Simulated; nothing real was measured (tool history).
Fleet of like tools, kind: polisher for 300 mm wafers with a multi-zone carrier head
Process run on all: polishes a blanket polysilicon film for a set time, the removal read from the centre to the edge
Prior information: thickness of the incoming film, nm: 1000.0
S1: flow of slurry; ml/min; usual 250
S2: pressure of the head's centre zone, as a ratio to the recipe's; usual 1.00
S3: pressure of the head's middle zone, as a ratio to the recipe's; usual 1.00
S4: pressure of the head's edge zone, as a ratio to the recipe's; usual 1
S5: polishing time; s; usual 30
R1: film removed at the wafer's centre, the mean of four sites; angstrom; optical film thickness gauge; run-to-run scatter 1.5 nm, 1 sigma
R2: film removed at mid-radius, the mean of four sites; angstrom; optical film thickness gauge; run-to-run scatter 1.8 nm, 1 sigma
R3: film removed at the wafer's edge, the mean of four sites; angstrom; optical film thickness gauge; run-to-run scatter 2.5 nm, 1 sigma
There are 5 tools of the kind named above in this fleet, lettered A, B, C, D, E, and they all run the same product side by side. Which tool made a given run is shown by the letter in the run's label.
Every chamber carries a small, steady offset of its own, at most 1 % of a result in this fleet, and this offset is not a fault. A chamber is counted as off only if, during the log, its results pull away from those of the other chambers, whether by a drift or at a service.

run   hour   S1    S2    S3  S4  S5      R1      R2      R3
      10.8  -- chamber B: centre zone pressure recalibrated
 1A   11.2  250  1.00  1.00   1  30  2295.4  2276.4  2343.7
 2E   22.8  250  1.00  1.00   1  30  2292.9  2332.2  2355.8
 3C   33.5  250  1.00  1.00   1  30  2325.1  2327.4  2275.4
 4D   40.8  250  1.00  1.00   1  30  2281.8  2325.1  2296.0
      42.6  -- chamber B: worn pad replaced by a new one
      44.0  -- chamber E: worn pad replaced by a new one
 5B   47.8  250  1.00  1.00   1  30  2344.7  2317.7  2318.4
 6A   57.5  250  1.00  1.00   1  30  2300.7  2291.9  2332.4
 7E   67.5  250  1.00  1.00   1  30  2306.7  2276.8  2287.6
 8B   77.8  250  1.00  1.00   1  30  2346.7  2315.5  2251.5
      79.9  -- chamber D: worn pad replaced by a new one
      82.5  -- chamber E: edge zone pressure recalibrated
      84.3  -- chamber C: worn pad replaced by a new one
      85.1  -- chamber E: slurry nozzle cleaned
 9C   90.4  250  1.00  1.00   1  30  2312.6  2296.7  2341.4
10D  102.5  250  1.00  1.00   1  30  2315.0  2293.8  2313.3
     106.3  -- chamber E: worn pad replaced by a new one
11B  108.9  295  1.00  0.96   1  30  2350.1  2300.7  2299.4
12C  118.6  295  1.00  0.96   1  30  2371.0  2261.5  2314.7
     123.6  -- chamber C: edge zone pressure recalibrated
     124.6  -- chamber A: worn pad replaced by a new one
13D  128.0  295  1.00  0.96   1  30  2341.0  2275.4  2355.5
14A  135.5  295  1.00  0.96   1  30  2300.1  2240.6  2350.5
15E  145.3  295  1.00  0.96   1  30  2374.1  2283.5  2319.2
16E  155.7  250  0.93  1.00   1  22  1553.2  1695.9  1682.3
     157.1  -- chamber B: worn pad replaced by a new one
17D  165.5  250  0.93  1.00   1  22  1552.4  1670.3  1708.4
     168.0  -- chamber E: worn pad replaced by a new one
18B  175.2  250  0.93  1.00   1  22  1576.8  1687.6  1693.5
19C  183.0  250  0.93  1.00   1  22  1562.7  1709.4  1706.4
20A  191.7  250  0.93  1.00   1  22  1550.9  1680.6  1719.7
21B  199.3  250  1.00  1.00   1  30  2315.6  2348.3  2268.9
22D  209.0  250  1.00  1.00   1  30  2285.4  2288.2  2324.7
     212.2  -- chamber D: worn pad replaced by a new one
     215.9  -- chamber C: centre zone pressure recalibrated
23E  218.9  250  1.04  1.00   1  30  2397.7  2272.5  2270.8
24C  226.4  250  1.04  1.00   1  30  2390.6  2310.3  2272.6
     230.9  -- chamber E: worn pad replaced by a new one
25A  240.7  250  1.04  1.00   1  30  2393.8  2276.1  2353.1
     241.9  -- chamber C: worn pad replaced by a new one
26C  252.1  250  1.04  1.00   1  30  2418.5  2313.9  2299.9
27A  262.5  250  1.04  1.00   1  30  2422.3  2298.9  2329.3
     266.2  -- chamber B: worn pad replaced by a new one
28E  274.4  290  1.00  1.00   1  30  2354.2  2360.7  2342.8
29D  286.7  290  1.00  1.00   1  30  2333.3  2324.4  2337.3
     297.9  -- chamber E: worn pad replaced by a new one
30B  299.9  290  1.00  1.00   1  30  2353.1  2321.4  2316.4
31B  308.9  290  1.00  1.00   1  30  2361.5  2394.5  2265.8
32D  322.8  290  1.00  1.00   1  30  2335.7  2320.7  2288.5
33E  337.6  250  1.00  1.00   1  30  2323.4  2333.7  2313.2
34C  344.5  250  1.00  1.00   1  30  2330.5  2324.1  2286.1

Read the log: is a single chamber off, either drifting away or since a service, is the gauge that measures every chamber drifting, or is nothing wrong beyond small per-chamber offsets? Name any odd chamber and what most likely caused it.

Nothing is wrong: each chamber keeps only its own small, steady offset and the gauge holds still.
